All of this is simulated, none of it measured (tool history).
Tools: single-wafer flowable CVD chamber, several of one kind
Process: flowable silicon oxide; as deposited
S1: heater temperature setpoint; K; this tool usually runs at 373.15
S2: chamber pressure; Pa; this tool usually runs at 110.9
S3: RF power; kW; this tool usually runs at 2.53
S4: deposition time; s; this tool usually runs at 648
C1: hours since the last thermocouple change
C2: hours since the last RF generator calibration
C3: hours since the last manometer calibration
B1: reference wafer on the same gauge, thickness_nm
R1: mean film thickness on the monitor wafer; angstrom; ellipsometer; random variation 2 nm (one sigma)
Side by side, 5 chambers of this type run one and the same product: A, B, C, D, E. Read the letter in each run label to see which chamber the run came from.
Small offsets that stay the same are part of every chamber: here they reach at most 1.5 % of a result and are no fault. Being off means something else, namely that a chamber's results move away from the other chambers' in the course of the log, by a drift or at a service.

{"run": "1B", "hour": 13.6, "S1": 373.15, "S2": 110.9, "S3": 2.53, "S4": 648, "C1": 2178.8, "C2": 599.1, "C3": 1032.7, "B1": 474.01, "R1": 4273.6}
{"run": "2A", "hour": 26.7, "S1": 373.15, "S2": 110.9, "S3": 2.53, "S4": 648, "C1": 2006.1, "C2": 408.3, "C3": 1014.8, "B1": 474.32, "R1": 4330.1}
{"run": "3D", "hour": 33.0, "S1": 373.15, "S2": 110.9, "S3": 2.53, "S4": 648, "C1": 877.8, "C2": 678, "C3": 2145.5, "B1": 474.39, "R1": 4280.5}
{"run": "4E", "hour": 45.7, "S1": 373.15, "S2": 110.9, "S3": 2.53, "S4": 648, "C1": 581.4, "C2": 1135.8, "C3": 834.3, "B1": 473.68, "R1": 4292.1}
{"run": "5C", "hour": 52.3, "S1": 373.15, "S2": 110.9, "S3": 2.53, "S4": 648, "C1": 786.9, "C2": 257.8, "C3": 769.5, "B1": 473.6, "R1": 4257.4}
{"run": "6E", "hour": 60.9, "S1": 373.15, "S2": 110.9, "S3": 2.53, "S4": 648, "C1": 596.6, "C2": 1151, "C3": 849.5, "B1": 474.57, "R1": 4375.6}
{"run": "7D", "hour": 68.6, "S1": 373.15, "S2": 110.9, "S3": 2.53, "S4": 648, "C1": 913.4, "C2": 713.6, "C3": 2181.1, "B1": 473.91, "R1": 4292.9}
{"run": "8B", "hour": 75.5, "S1": 373.15, "S2": 110.9, "S3": 2.53, "S4": 528, "C1": 2240.7, "C2": 661, "C3": 1094.6, "B1": 473.82, "R1": 3470.1}
{"run": "9A", "hour": 84.8, "S1": 373.15, "S2": 110.9, "S3": 2.53, "S4": 528, "C1": 2064.2, "C2": 466.4, "C3": 1072.9, "B1": 473.77, "R1": 3498.2}
{"run": "10C", "hour": 96.6, "S1": 373.15, "S2": 110.9, "S3": 2.53, "S4": 528, "C1": 831.2, "C2": 302.1, "C3": 813.8, "B1": 473.92, "R1": 3453}
{"hour": 102.3, "done": "chamber B: thermocouple changed; heater temperature recalibrated"}
{"run": "11C", "hour": 110.2, "S1": 373.15, "S2": 110.9, "S3": 2.53, "S4": 528, "C1": 844.8, "C2": 315.7, "C3": 827.4, "B1": 473.77, "R1": 3501.5}
{"run": "12D", "hour": 119.3, "S1": 373.15, "S2": 110.9, "S3": 2.53, "S4": 528, "C1": 964.1, "C2": 764.3, "C3": 2231.8, "B1": 473.72, "R1": 3487.6}
{"run": "13A", "hour": 126.3, "S1": 373.15, "S2": 110.9, "S3": 2.53, "S4": 648, "C1": 2105.7, "C2": 507.9, "C3": 1114.4, "B1": 473.81, "R1": 4295.1}
{"run": "14B", "hour": 133.1, "S1": 373.15, "S2": 110.9, "S3": 2.53, "S4": 648, "C1": 30.8, "C2": 718.6, "C3": 1152.2, "B1": 473.56, "R1": 4273.6}
{"run": "15E", "hour": 147.1, "S1": 373.15, "S2": 110.9, "S3": 2.53, "S4": 648, "C1": 682.8, "C2": 1237.2, "C3": 935.7, "B1": 473.84, "R1": 4350.4}
{"run": "16B", "hour": 159.0, "S1": 373.15, "S2": 110.9, "S3": 2.21, "S4": 648, "C1": 56.7, "C2": 744.5, "C3": 1178.1, "B1": 473.4, "R1": 4181.6}
{"run": "17E", "hour": 171.4, "S1": 373.15, "S2": 110.9, "S3": 2.21, "S4": 648, "C1": 707.1, "C2": 1261.5, "C3": 960, "B1": 474.19, "R1": 4286.9}
{"run": "18D", "hour": 184.7, "S1": 373.15, "S2": 110.9, "S3": 2.21, "S4": 648, "C1": 1029.5, "C2": 829.7, "C3": 2297.2, "B1": 474.48, "R1": 4233.1}
{"run": "19A", "hour": 192.7, "S1": 373.15, "S2": 110.9, "S3": 2.21, "S4": 648, "C1": 2172.1, "C2": 574.3, "C3": 1180.8, "B1": 474.19, "R1": 4252.8}
{"run": "20C", "hour": 205.4, "S1": 373.15, "S2": 110.9, "S3": 2.21, "S4": 648, "C1": 940, "C2": 410.9, "C3": 922.6, "B1": 474.01, "R1": 4204}
{"run": "21D", "hour": 214.0, "S1": 373.15, "S2": 110.9, "S3": 2.53, "S4": 648, "C1": 1058.8, "C2": 859, "C3": 2326.5, "B1": 473.62, "R1": 4319.3}
{"run": "22C", "hour": 224.1, "S1": 373.15, "S2": 110.9, "S3": 2.53, "S4": 648, "C1": 958.7, "C2": 429.6, "C3": 941.3, "B1": 474.31, "R1": 4279.8}
{"run": "23E", "hour": 232.1, "S1": 373.15, "S2": 110.9, "S3": 2.53, "S4": 648, "C1": 767.8, "C2": 1322.2, "C3": 1020.7, "B1": 474.33, "R1": 4368.6}
{"hour": 233.1, "done": "chamber E: capacitance manometer re-zeroed and calibrated"}
{"run": "24A", "hour": 242.0, "S1": 373.15, "S2": 110.9, "S3": 2.53, "S4": 648, "C1": 2221.4, "C2": 623.6, "C3": 1230.1, "B1": 474.59, "R1": 4310}
{"run": "25B", "hour": 249.5, "S1": 373.15, "S2": 110.9, "S3": 2.53, "S4": 648, "C1": 147.2, "C2": 835, "C3": 1268.6, "B1": 473.92, "R1": 4251.1}
{"run": "26C", "hour": 262.7, "S1": 373.15, "S2": 110.9, "S3": 2.53, "S4": 648, "C1": 997.3, "C2": 468.2, "C3": 979.9, "B1": 473.94, "R1": 4264.9}
{"run": "27D", "hour": 272.2, "S1": 373.15, "S2": 110.9, "S3": 2.53, "S4": 648, "C1": 1117, "C2": 917.2, "C3": 2384.7, "B1": 473.78, "R1": 4266.8}
{"run": "28E", "hour": 283.5, "S1": 373.15, "S2": 110.9, "S3": 2.53, "S4": 648, "C1": 819.2, "C2": 1373.6, "C3": 50.5, "B1": 474.11, "R1": 4542.7}
{"run": "29A", "hour": 290.6, "S1": 363.15, "S2": 110.9, "S3": 2.53, "S4": 648, "C1": 2270, "C2": 672.2, "C3": 1278.7, "B1": 473.82, "R1": 6007.6}
{"run": "30B", "hour": 297.6, "S1": 363.15, "S2": 110.9, "S3": 2.53, "S4": 648, "C1": 195.3, "C2": 883.1, "C3": 1316.7, "B1": 474.69, "R1": 5938.6}
{"run": "31B", "hour": 309.1, "S1": 363.15, "S2": 110.9, "S3": 2.53, "S4": 648, "C1": 206.8, "C2": 894.6, "C3": 1328.2, "B1": 473.73, "R1": 5870}
{"hour": 310.4, "done": "chamber A: thermocouple changed; heater temperature recalibrated"}
{"run": "32A", "hour": 320.0, "S1": 363.15, "S2": 110.9, "S3": 2.53, "S4": 648, "C1": 9.7, "C2": 701.6, "C3": 1308.1, "B1": 474.64, "R1": 5969}
{"hour": 325.2, "done": "chamber C: capacitance manometer re-zeroed and calibrated"}
{"run": "33D", "hour": 330.7, "S1": 363.15, "S2": 110.9, "S3": 2.53, "S4": 648, "C1": 1175.5, "C2": 975.7, "C3": 2443.2, "B1": 473.99, "R1": 6001.5}
{"run": "34E", "hour": 344.3, "S1": 373.15, "S2": 110.9, "S3": 2.53, "S4": 648, "C1": 880, "C2": 1434.4, "C3": 111.3, "B1": 473.93, "R1": 4531}
{"run": "35C", "hour": 351.1, "S1": 373.15, "S2": 110.9, "S3": 2.53, "S4": 648, "C1": 1085.7, "C2": 556.6, "C3": 26, "B1": 473.89, "R1": 4262.3}
{"run": "36D", "hour": 357.6, "S1": 373.15, "S2": 110.9, "S3": 2.53, "S4": 648, "C1": 1202.4, "C2": 1002.6, "C3": 2470.1, "B1": 473.82, "R1": 4290.7}
{"run": "37C", "hour": 367.7, "S1": 373.15, "S2": 110.9, "S3": 2.53, "S4": 648, "C1": 1102.3, "C2": 573.2, "C3": 42.6, "B1": 474.26, "R1": 4302.2}
{"hour": 370.5, "done": "chamber E: thermocouple changed; heater temperature recalibrated"}
{"run": "38E", "hour": 374.8, "S1": 373.15, "S2": 110.9, "S3": 2.53, "S4": 648, "C1": 4.4, "C2": 1464.9, "C3": 141.8, "B1": 473.97, "R1": 4520.4}
{"run": "39B", "hour": 385.0, "S1": 373.15, "S2": 110.9, "S3": 2.53, "S4": 648, "C1": 282.7, "C2": 970.5, "C3": 1404.1, "B1": 473.62, "R1": 4276.7}
{"run": "40A", "hour": 397.4, "S1": 373.15, "S2": 110.9, "S3": 2.53, "S4": 648, "C1": 87.1, "C2": 779, "C3": 1385.5, "B1": 473.28, "R1": 4329.5}
{"run": "41E", "hour": 405.6, "S1": 373.15, "S2": 91.3, "S3": 2.53, "S4": 553, "C1": 35.2, "C2": 1495.7, "C3": 172.6, "B1": 473.67, "R1": 2977.4}
{"run": "42D", "hour": 417.4, "S1": 373.15, "S2": 91.3, "S3": 2.53, "S4": 553, "C1": 1262.2, "C2": 1062.4, "C3": 2529.9, "B1": 473.88, "R1": 2822.7}

Has any chamber moved away from the others, gradually or after a service, or does the common gauge drift, or do the chambers differ only by their own small steady offsets? State the chamber and the most likely cause if one applies.

Chamber E came out of a service off from its peers and stayed that way.
Cause: true pressure above the setpoint (%) = 3.12.

Which of the 4 candidates below, each the usual settings with something changed and its results left as question marks, puts chamber E back in line with what the other chambers give on the usual settings?
In line means no further than this from the other chambers' mean on the usual settings: R1 69 angstrom
{"run": "43E-1", "hour": 427.5, "S1": 374.15, "S2": 109.9, "S3": 2.53, "S4": 645, "R1": "?"}
{"run": "43E-2", "hour": 427.5, "S1": 373.15, "S2": 110.9, "S3": 2.16, "S4": 648, "R1": "?"}
{"run": "43E-3", "hour": 427.5, "S1": 373.15, "S2": 115.2, "S3": 2.53, "S4": 648, "R1": "?"}
{"run": "43E-4", "hour": 427.5, "S1": 373.15, "S2": 112.7, "S3": 2.53, "S4": 648, "R1": "?"}

Other chambers, usual settings, mean: R1 4290.8 angstrom
run=43E-1 R1=4284
run=43E-2 R1=4401.6
run=43E-3 R1=4727.4
run=43E-4 R1=4598.7
With 43E-1, the chamber falls back in line with the rest.
